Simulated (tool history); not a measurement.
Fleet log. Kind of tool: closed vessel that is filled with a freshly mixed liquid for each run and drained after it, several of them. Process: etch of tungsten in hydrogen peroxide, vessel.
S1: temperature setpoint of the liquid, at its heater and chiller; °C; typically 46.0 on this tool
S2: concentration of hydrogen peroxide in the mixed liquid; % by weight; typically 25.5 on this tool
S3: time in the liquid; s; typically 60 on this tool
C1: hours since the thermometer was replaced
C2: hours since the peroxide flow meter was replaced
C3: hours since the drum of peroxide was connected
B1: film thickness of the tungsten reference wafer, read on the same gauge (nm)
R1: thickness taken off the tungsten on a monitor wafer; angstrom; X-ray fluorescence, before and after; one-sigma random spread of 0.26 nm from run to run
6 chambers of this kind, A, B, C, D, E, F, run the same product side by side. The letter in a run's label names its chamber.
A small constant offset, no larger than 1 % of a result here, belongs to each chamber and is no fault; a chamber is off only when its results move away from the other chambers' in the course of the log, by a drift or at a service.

run,hour,S1,S2,S3,C1,C2,C3,B1,R1
1C,4.9,46.0,25.5,60,1168.8,1467.5,189.9,29.979,510.97
2B,11.1,46.0,25.5,60,594.6,2240.8,1166.7,30.002,507.93
3D,15.2,46.0,25.5,60,474.4,568.9,983.0,30.017,506.70
4A,21.7,46.0,25.5,60,876.9,205.1,864.6,29.971,502.26
5F,27.4,46.0,25.5,60,406.4,273.8,310.7,29.976,503.92
6E,31.5,46.0,25.5,60,1045.4,1076.9,818.9,30.003,513.87
7D,35.5,46.0,25.5,60,494.7,589.2,1003.3,29.963,508.37
8E,38.6,46.0,25.5,60,1052.5,1084.0,826.0,30.009,512.87
9F,41.6,46.0,25.5,60,420.6,288.0,324.9,30.010,499.83
10B,47.2,46.0,25.5,60,630.7,2276.9,1202.8,30.003,508.81
11A,52.8,46.0,25.5,60,908.0,236.2,895.7,30.002,503.02
12C,57.8,46.0,30.0,60,1221.7,1520.4,242.8,29.987,556.59
13D,61.7,46.0,30.0,60,520.9,615.4,1029.5,29.981,551.60
14A,67.6,46.0,30.0,60,922.8,251.0,910.5,30.008,542.75
15F,71.0,46.0,30.0,60,450.0,317.4,354.3,29.986,547.36
16E,74.9,46.0,30.0,60,1088.8,1120.3,862.3,30.022,553.04
17B,79.8,46.0,30.0,60,663.3,2309.5,1235.4,30.006,554.04
18C,84.5,46.0,25.5,60,1248.4,1547.1,269.5,29.985,506.78
19C,87.6,46.0,25.5,60,1251.5,1550.2,272.6,29.997,510.32
# hour 91.3: chamber B: peroxide flow meter replaced
20B,93.7,46.0,25.5,60,677.2,2.5,1249.3,30.024,510.48
21E,98.6,40.0,25.5,70,1112.5,1144.0,886.0,30.019,407.80
22F,102.0,40.0,25.5,70,481.0,348.4,385.3,30.007,398.13
23A,106.6,40.0,25.5,70,961.8,290.0,949.5,30.000,399.49
# hour 108.7: chamber E: new drum of peroxide connected
24D,111.3,40.0,25.5,70,570.5,665.0,1079.1,30.006,397.87
25D,116.5,40.0,25.5,70,575.7,670.2,1084.3,30.010,406.41
26C,122.4,40.0,25.5,70,1286.3,1585.0,307.4,30.000,399.04
# hour 124.4: chamber D: new drum of peroxide connected
27A,127.1,46.0,25.5,60,982.3,310.5,970.0,30.013,503.79
# hour 129.1: chamber B: new drum of peroxide connected
28E,133.2,46.0,25.5,60,1147.1,1178.6,24.5,29.992,515.13
29B,138.2,46.0,25.5,60,721.7,47.0,9.2,30.000,514.41
30F,142.9,46.0,19.0,60,521.9,389.3,426.2,30.010,430.38
31E,148.9,46.0,19.0,60,1162.8,1194.3,40.2,29.999,444.41
32F,154.0,46.0,19.0,60,533.0,400.4,437.3,30.042,432.81
33B,158.0,46.0,19.0,60,741.5,66.8,29.0,29.985,447.40
34D,163.2,46.0,19.0,60,622.4,716.9,38.9,30.026,436.74
35C,167.5,46.0,19.0,60,1331.4,1630.1,352.5,30.016,425.92
36A,173.4,46.0,25.5,60,1028.6,356.8,1016.3,30.008,507.85
37C,179.9,46.0,25.5,60,1343.8,1642.5,364.9,30.020,488.64
38D,183.2,46.0,25.5,60,642.4,736.9,58.9,29.977,511.84
39B,188.4,46.0,25.5,60,771.9,97.2,59.4,30.004,513.37
40F,193.7,46.0,25.5,60,572.7,440.1,477.0,30.003,500.14

For the next run the whole fleet of 6 chambers uses the same settings. Give each chamber's results:
41A,198.4,36.5,25.5,60,,,,,?
41B,198.4,36.5,25.5,60,,,,,?
41C,198.4,36.5,25.5,60,,,,,?
41D,198.4,36.5,25.5,60,,,,,?
41E,198.4,36.5,25.5,60,,,,,?
41F,198.4,36.5,25.5,60,,,,,?

run,R1
41A,276.46
41B,276.49
41C,265.80
41D,274.40
41E,281.49
41F,269.75

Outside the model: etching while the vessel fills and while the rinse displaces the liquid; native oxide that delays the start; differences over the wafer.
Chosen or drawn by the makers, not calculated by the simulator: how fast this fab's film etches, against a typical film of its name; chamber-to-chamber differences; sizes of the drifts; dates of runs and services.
